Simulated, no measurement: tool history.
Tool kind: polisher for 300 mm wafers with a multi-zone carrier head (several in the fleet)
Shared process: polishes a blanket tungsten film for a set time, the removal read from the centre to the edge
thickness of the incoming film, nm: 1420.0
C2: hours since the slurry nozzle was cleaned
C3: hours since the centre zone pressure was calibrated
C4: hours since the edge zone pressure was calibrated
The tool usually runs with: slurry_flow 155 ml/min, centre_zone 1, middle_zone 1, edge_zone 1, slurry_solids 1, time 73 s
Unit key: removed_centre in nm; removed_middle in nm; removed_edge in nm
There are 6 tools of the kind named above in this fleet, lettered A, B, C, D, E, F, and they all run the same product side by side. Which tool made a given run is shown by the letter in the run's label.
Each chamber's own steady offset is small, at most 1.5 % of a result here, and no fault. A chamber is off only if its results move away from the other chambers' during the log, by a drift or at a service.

-- hour=9.8 chamber E: worn pad replaced by a new one
run 1B hour=11.1 | slurry_flow=155 centre_zone=1 middle_zone=1 edge_zone=1 slurry_solids=1 time=73 | wafers_polished_on_this_pad=1262 C2=610.1 C3=78.7 C4=1276.8 | removed_centre=406.24 removed_middle=417.6 removed_edge=408.41
-- hour=14.4 chamber B: edge zone pressure recalibrated
run 2E hour=23.5 | slurry_flow=155 centre_zone=1 middle_zone=1 edge_zone=1 slurry_solids=1 time=73 | wafers_polished_on_this_pad=189 C2=717.8 C3=148.7 C4=765.1 | removed_centre=414.15 removed_middle=413.66 removed_edge=409.18
-- hour=31.1 chamber B: worn pad replaced by a new one
run 3A hour=32.4 | slurry_flow=155 centre_zone=1 middle_zone=1 edge_zone=1 slurry_solids=1 time=73 | wafers_polished_on_this_pad=860 C2=319.9 C3=607.4 C4=855 | removed_centre=418.89 removed_middle=419.01 removed_edge=414.23
-- hour=33 chamber F: worn pad replaced by a new one
run 4F hour=43.8 | slurry_flow=155 centre_zone=1 middle_zone=1 edge_zone=1 slurry_solids=1 time=73 | wafers_polished_on_this_pad=149 C2=601.7 C3=1151.9 C4=311.8 | removed_centre=417.69 removed_middle=421.55 removed_edge=416.1
-- hour=55.5 chamber D: slurry nozzle cleaned
run 5C hour=55.5 | slurry_flow=155 centre_zone=1 middle_zone=1 edge_zone=1 slurry_solids=1 time=73 | wafers_polished_on_this_pad=1435 C2=621.6 C3=291.6 C4=364.1 | removed_centre=416.14 removed_middle=413.3 removed_edge=420.17
-- hour=57.3 chamber A: worn pad replaced by a new one
run 6D hour=61.9 | slurry_flow=155 centre_zone=1 middle_zone=1 edge_zone=1 slurry_solids=1 time=73 | wafers_polished_on_this_pad=878 C2=6.5 C3=538.6 C4=143 | removed_centre=413.77 removed_middle=419.68 removed_edge=417.89
-- hour=69.7 chamber D: worn pad replaced by a new one
run 7B hour=74.4 | slurry_flow=155 centre_zone=1 middle_zone=1 edge_zone=1 slurry_solids=1 time=73 | wafers_polished_on_this_pad=597 C2=673.4 C3=142 C4=60 | removed_centre=422.12 removed_middle=416.34 removed_edge=408.74
-- hour=75.6 chamber E: slurry nozzle cleaned
run 8E hour=80.7 | slurry_flow=155 centre_zone=1 middle_zone=1 edge_zone=1 slurry_solids=1 time=73 | wafers_polished_on_this_pad=978 C2=5.1 C3=205.9 C4=822.3 | removed_centre=414.29 removed_middle=415.46 removed_edge=414.7
run 9A hour=93.4 | slurry_flow=155 centre_zone=1 middle_zone=1 edge_zone=1 slurry_solids=1 time=73 | wafers_polished_on_this_pad=499 C2=380.9 C3=668.4 C4=916 | removed_centre=417.46 removed_middle=421.75 removed_edge=409.4
-- hour=96.7 chamber E: worn pad replaced by a new one
-- hour=101.1 chamber E: edge zone pressure recalibrated
run 10C hour=103.3 | slurry_flow=155 centre_zone=1 middle_zone=1 edge_zone=1 slurry_solids=1 time=73 | wafers_polished_on_this_pad=2095 C2=669.4 C3=339.4 C4=411.9 | removed_centre=418.91 removed_middle=415.11 removed_edge=417.34
-- hour=109.4 chamber F: worn pad replaced by a new one
run 11F hour=113.7 | slurry_flow=155 centre_zone=1 middle_zone=1 edge_zone=1 slurry_solids=1 time=73 | wafers_polished_on_this_pad=60 C2=671.6 C3=1221.8 C4=381.7 | removed_centre=412.66 removed_middle=420.38 removed_edge=416.95
run 12D hour=120.3 | slurry_flow=155 centre_zone=1 middle_zone=1 edge_zone=1 slurry_solids=1 time=73 | wafers_polished_on_this_pad=698 C2=64.9 C3=597 C4=201.4 | removed_centre=416.26 removed_middle=413.72 removed_edge=422.86
-- hour=124.1 chamber B: worn pad replaced by a new one
-- hour=129.4 chamber A: worn pad replaced by a new one
run 13F hour=131.1 | slurry_flow=155 centre_zone=1 middle_zone=1 edge_zone=1 slurry_solids=1 time=73 | wafers_polished_on_this_pad=300 C2=689 C3=1239.2 C4=399.1 | removed_centre=418.59 removed_middle=417.22 removed_edge=413.44
-- hour=138.8 chamber D: worn pad replaced by a new one
-- hour=142.4 chamber F: centre zone pressure recalibrated
run 14A hour=143.2 | slurry_flow=155 centre_zone=1 middle_zone=1 edge_zone=1 slurry_solids=1 time=73 | wafers_polished_on_this_pad=190 C2=430.7 C3=718.2 C4=965.8 | removed_centre=420.21 removed_middle=414.16 removed_edge=415.29
-- hour=149.6 chamber F: edge zone pressure recalibrated
run 15E hour=155.2 | slurry_flow=155 centre_zone=1 middle_zone=1 edge_zone=1 slurry_solids=1 time=73 | wafers_polished_on_this_pad=808 C2=79.6 C3=280.4 C4=54.2 | removed_centre=417.21 removed_middle=417.09 removed_edge=409.91
run 16B hour=167.6 | slurry_flow=155 centre_zone=1 middle_zone=1 edge_zone=1 slurry_solids=1 time=73 | wafers_polished_on_this_pad=601 C2=766.6 C3=235.2 C4=153.2 | removed_centre=413.85 removed_middle=413.59 removed_edge=417.37
run 17C hour=173.3 | slurry_flow=155 centre_zone=1 middle_zone=1 edge_zone=1 slurry_solids=1 time=73 | wafers_polished_on_this_pad=3060 C2=739.4 C3=409.4 C4=481.9 | removed_centre=409.63 removed_middle=401.06 removed_edge=409.68
-- hour=174.5 chamber B: slurry nozzle cleaned
run 18D hour=181.8 | slurry_flow=155 centre_zone=1 middle_zone=1 edge_zone=1 slurry_solids=1 time=73 | wafers_polished_on_this_pad=594 C2=126.4 C3=658.5 C4=262.9 | removed_centre=413.32 removed_middle=411.2 removed_edge=416.06
-- hour=188 chamber F: worn pad replaced by a new one
run 19D hour=193.9 | slurry_flow=155 centre_zone=1 middle_zone=1 edge_zone=1 slurry_solids=1 time=73 | wafers_polished_on_this_pad=761 C2=138.5 C3=670.6 C4=275 | removed_centre=418.12 removed_middle=417 removed_edge=407.85
-- hour=197 chamber A: worn pad replaced by a new one
run 20A hour=204.3 | slurry_flow=155 centre_zone=1 middle_zone=1 edge_zone=1 slurry_solids=1 time=73 | wafers_polished_on_this_pad=100 C2=491.8 C3=779.3 C4=1026.9 | removed_centre=412.24 removed_middle=419.15 removed_edge=417.59
-- hour=204.7 chamber E: worn pad replaced by a new one
run 21F hour=216.8 | slurry_flow=155 centre_zone=1 middle_zone=1 edge_zone=1 slurry_solids=1 time=73 | wafers_polished_on_this_pad=398 C2=774.7 C3=74.4 C4=67.2 | removed_centre=411.88 removed_middle=422.91 removed_edge=406.54
-- hour=218.8 chamber B: worn pad replaced by a new one
-- hour=223.3 chamber D: worn pad replaced by a new one
run 22C hour=226.7 | slurry_flow=155 centre_zone=1 middle_zone=1 edge_zone=1 slurry_solids=1 time=73 | wafers_polished_on_this_pad=3797 C2=792.8 C3=462.8 C4=535.3 | removed_centre=403.09 removed_middle=394.36 removed_edge=400.75
run 23B hour=232.8 | slurry_flow=155 centre_zone=1 middle_zone=1 edge_zone=1 slurry_solids=1 time=73 | wafers_polished_on_this_pad=193 C2=58.3 C3=300.4 C4=218.4 | removed_centre=413.75 removed_middle=420.11 removed_edge=409.65
run 24E hour=243.8 | slurry_flow=155 centre_zone=1 middle_zone=1 edge_zone=1 slurry_solids=1 time=73 | wafers_polished_on_this_pad=540 C2=168.2 C3=369 C4=142.8 | removed_centre=416.68 removed_middle=409.57 removed_edge=403.73
-- hour=253.2 chamber C: edge zone pressure recalibrated
run 25E hour=256.3 | slurry_flow=155 centre_zone=1 middle_zone=1 edge_zone=1 slurry_solids=1 time=73 | wafers_polished_on_this_pad=712 C2=180.7 C3=381.5 C4=155.3 | removed_centre=413.27 removed_middle=413.81 removed_edge=417.3
run 26A hour=267.8 | slurry_flow=155 centre_zone=1 middle_zone=1 edge_zone=1 slurry_solids=1 time=73 | wafers_polished_on_this_pad=976 C2=555.3 C3=842.8 C4=1090.4 | removed_centre=410.8 removed_middle=424.48 removed_edge=411.56
-- hour=270 chamber F: slurry nozzle cleaned
-- hour=271.4 chamber A: centre zone pressure recalibrated
run 27F hour=274.2 | slurry_flow=155 centre_zone=1 middle_zone=1 edge_zone=1 slurry_solids=1 time=73 | wafers_polished_on_this_pad=1190 C2=4.3 C3=131.8 C4=124.6 | removed_centre=419.33 removed_middle=420.48 removed_edge=413.1
-- hour=278.3 chamber A: worn pad replaced by a new one
-- hour=278.9 chamber F: worn pad replaced by a new one
run 28D hour=285.8 | slurry_flow=155 centre_zone=1 middle_zone=1 edge_zone=1 slurry_solids=1 time=73 | wafers_polished_on_this_pad=862 C2=230.4 C3=762.5 C4=366.9 | removed_centre=420.27 removed_middle=419.13 removed_edge=412.08
-- hour=296.4 chamber D: worn pad replaced by a new one
run 29C hour=298.7 | slurry_flow=155 centre_zone=1 middle_zone=1 edge_zone=1 slurry_solids=1 time=73 | wafers_polished_on_this_pad=4790 C2=864.8 C3=534.8 C4=45.5 | removed_centre=385.14 removed_middle=385.49 removed_edge=388.46
-- hour=301.4 chamber E: worn pad replaced by a new one
run 30B hour=307.5 | slurry_flow=155 centre_zone=1 middle_zone=1 edge_zone=1 slurry_solids=1 time=73 | wafers_polished_on_this_pad=1224 C2=133 C3=375.1 C4=293.1 | removed_centre=415.22 removed_middle=419.12 removed_edge=408.5
-- hour=312.7 chamber B: worn pad replaced by a new one
run 31D hour=315.7 | slurry_flow=155 centre_zone=1 middle_zone=1 edge_zone=1 slurry_solids=0.75 time=87 | wafers_polished_on_this_pad=266 C2=260.3 C3=792.4 C4=396.8 | removed_centre=468.36 removed_middle=463.62 removed_edge=459.85
run 32C hour=327.9 | slurry_flow=155 centre_zone=1 middle_zone=1 edge_zone=1 slurry_solids=0.75 time=87 | wafers_polished_on_this_pad=5192 C2=894 C3=564 C4=74.7 | removed_centre=435.14 removed_middle=424.6 removed_edge=424.36
run 33B hour=339.1 | slurry_flow=155 centre_zone=1 middle_zone=1 edge_zone=1 slurry_solids=0.75 time=87 | wafers_polished_on_this_pad=364 C2=164.6 C3=406.7 C4=324.7 | removed_centre=459.46 removed_middle=459.36 removed_edge=454.97
-- hour=348.3 chamber A: worn pad replaced by a new one
run 34E hour=349.2 | slurry_flow=155 centre_zone=1 middle_zone=1 edge_zone=1 slurry_solids=0.75 time=87 | wafers_polished_on_this_pad=659 C2=273.6 C3=474.4 C4=248.2 | removed_centre=466.32 removed_middle=464.69 removed_edge=462.09
-- hour=351.7 chamber F: worn pad replaced by a new one
run 35F hour=359.6 | slurry_flow=155 centre_zone=1 middle_zone=1 edge_zone=1 slurry_solids=0.75 time=87 | wafers_polished_on_this_pad=108 C2=89.7 C3=217.2 C4=210 | removed_centre=462.61 removed_middle=467.22 removed_edge=454.71
run 36A hour=367.4 | slurry_flow=155 centre_zone=1 middle_zone=1 edge_zone=1 slurry_solids=0.75 time=87 | wafers_polished_on_this_pad=264 C2=654.9 C3=96 C4=1190 | removed_centre=461.72 removed_middle=468.77 removed_edge=463.84
-- hour=368.4 chamber D: worn pad replaced by a new one
-- hour=370.3 chamber C: slurry nozzle cleaned
run 37B hour=375.4 | slurry_flow=155 centre_zone=1 middle_zone=1 edge_zone=1 slurry_solids=0.75 time=73 | wafers_polished_on_this_pad=865 C2=200.9 C3=443 C4=361 | removed_centre=393.07 removed_middle=385.02 removed_edge=389.48
run 38D hour=386.2 | slurry_flow=155 centre_zone=1 middle_zone=1 edge_zone=1 slurry_solids=0.75 time=73 | wafers_polished_on_this_pad=246 C2=330.8 C3=862.9 C4=467.3 | removed_centre=395.9 removed_middle=390.11 removed_edge=379.01
run 39C hour=397.3 | slurry_flow=155 centre_zone=1 middle_zone=1 edge_zone=1 slurry_solids=0.75 time=73 | wafers_polished_on_this_pad=6150 C2=27.1 C3=633.4 C4=144.1 | removed_centre=346.2 removed_middle=352.54 removed_edge=341.9

Next, every chamber runs the same settings. What will each give?
run 40A hour=406.6 | slurry_flow=155 centre_zone=1 middle_zone=1 edge_zone=1 slurry_solids=1 time=51 | removed_centre=? removed_middle=? removed_edge=?
run 40B hour=406.6 | slurry_flow=155 centre_zone=1 middle_zone=1 edge_zone=1 slurry_solids=1 time=51 | removed_centre=? removed_middle=? removed_edge=?
run 40C hour=406.6 | slurry_flow=155 centre_zone=1 middle_zone=1 edge_zone=1 slurry_solids=1 time=51 | removed_centre=? removed_middle=? removed_edge=?
run 40D hour=406.6 | slurry_flow=155 centre_zone=1 middle_zone=1 edge_zone=1 slurry_solids=1 time=51 | removed_centre=? removed_middle=? removed_edge=?
run 40E hour=406.6 | slurry_flow=155 centre_zone=1 middle_zone=1 edge_zone=1 slurry_solids=1 time=51 | removed_centre=? removed_middle=? removed_edge=?
run 40F hour=406.6 | slurry_flow=155 centre_zone=1 middle_zone=1 edge_zone=1 slurry_solids=1 time=51 | removed_centre=? removed_middle=? removed_edge=?

run=40A removed_centre=287.63 removed_middle=291.6 removed_edge=292.32
run=40B removed_centre=292.55 removed_middle=287.57 removed_edge=288.49
run=40C removed_centre=262.15 removed_middle=256.96 removed_edge=258.36
run=40D removed_centre=291.82 removed_middle=291.04 removed_edge=294.13
run=40E removed_centre=294.16 removed_middle=293.69 removed_edge=285.8
run=40F removed_centre=292.44 removed_middle=291.7 removed_edge=289.72

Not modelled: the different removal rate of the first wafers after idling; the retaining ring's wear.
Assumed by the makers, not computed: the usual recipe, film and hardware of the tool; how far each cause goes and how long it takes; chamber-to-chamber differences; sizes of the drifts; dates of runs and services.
